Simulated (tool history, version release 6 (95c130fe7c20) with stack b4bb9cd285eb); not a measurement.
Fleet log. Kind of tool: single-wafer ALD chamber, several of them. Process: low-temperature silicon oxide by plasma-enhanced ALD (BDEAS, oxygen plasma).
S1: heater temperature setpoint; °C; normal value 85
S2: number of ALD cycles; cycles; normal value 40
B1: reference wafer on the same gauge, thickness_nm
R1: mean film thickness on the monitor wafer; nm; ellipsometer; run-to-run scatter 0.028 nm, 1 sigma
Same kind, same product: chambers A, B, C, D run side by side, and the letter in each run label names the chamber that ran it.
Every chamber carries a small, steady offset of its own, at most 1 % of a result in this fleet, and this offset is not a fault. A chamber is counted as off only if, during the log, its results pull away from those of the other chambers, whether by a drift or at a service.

Run 1D, hour 13.3: usual settings; B1 4.9015. Result: R1 5.9668 nm.
Run 2B, hour 25.2: usual settings; B1 4.9025. Result: R1 6.0357 nm.
Run 3A, hour 32.6: usual settings; B1 4.8970. Result: R1 5.9837 nm.
Run 4C, hour 44.0: usual settings; B1 4.9019. Result: R1 6.0112 nm.
Run 5D, hour 55.6: usual settings; B1 4.9028. Result: R1 5.9787 nm.
Run 6B, hour 66.4: usual settings; B1 4.8990. Result: R1 6.0966 nm.
Run 7A, hour 72.7: usual settings but S1 94 °C, S2 44 cycles; B1 4.8991. Result: R1 6.4355 nm.
Run 8C, hour 82.4: usual settings but S1 94 °C, S2 44 cycles; B1 4.8945. Result: R1 6.3978 nm.
Run 9C, hour 95.7: usual settings but S1 94 °C, S2 44 cycles; B1 4.9029. Result: R1 6.4001 nm.
Run 10A, hour 103.5: usual settings but S1 94 °C, S2 44 cycles; B1 4.9016. Result: R1 6.4219 nm.
Run 11D, hour 109.6: usual settings but S1 96 °C, S2 47 cycles; B1 4.8970. Result: R1 6.7847 nm.
Run 12B, hour 115.7: usual settings but S1 96 °C, S2 47 cycles; B1 4.8995. Result: R1 6.9228 nm.
Run 13B, hour 128.2: usual settings but S1 96 °C, S2 47 cycles; B1 4.8984. Result: R1 6.8541 nm.
Run 14C, hour 137.0: usual settings but S1 96 °C, S2 47 cycles; B1 4.9014. Result: R1 6.7699 nm.
Run 15D, hour 144.2: usual settings; B1 4.9013. Result: R1 5.9331 nm.
Run 16A, hour 152.5: usual settings; B1 4.8967. Result: R1 6.0027 nm.
Run 17B, hour 161.0: usual settings; B1 4.8969. Result: R1 6.0494 nm.
Run 18A, hour 174.3: usual settings; B1 4.9042. Result: R1 6.0182 nm.
Run 19D, hour 185.5: usual settings; B1 4.9031. Result: R1 6.0138 nm.
Run 20C, hour 192.3: usual settings; B1 4.9028. Result: R1 6.0087 nm.
Run 21A, hour 201.6: usual settings but S2 34 cycles; B1 4.8916. Result: R1 5.0945 nm.
Run 22C, hour 214.2: usual settings but S2 34 cycles; B1 4.8980. Result: R1 5.0971 nm.
Run 23B, hour 220.5: usual settings but S2 34 cycles; B1 4.9072. Result: R1 5.1262 nm.
Run 24D, hour 233.5: usual settings but S2 34 cycles; B1 4.8968. Result: R1 5.0735 nm.

Next, all 4 chambers run the settings below, one line each with question marks for the results. What does each chamber give?
Run 25A, hour 243.3: usual settings but S2 33 cycles. Result: R1 ?.
Run 25B, hour 243.3: usual settings but S2 33 cycles. Result: R1 ?.
Run 25C, hour 243.3: usual settings but S2 33 cycles. Result: R1 ?.
Run 25D, hour 243.3: usual settings but S2 33 cycles. Result: R1 ?.

run      R1
25A  4.9608
25B  5.0353
25C  4.9222
25D  4.8702
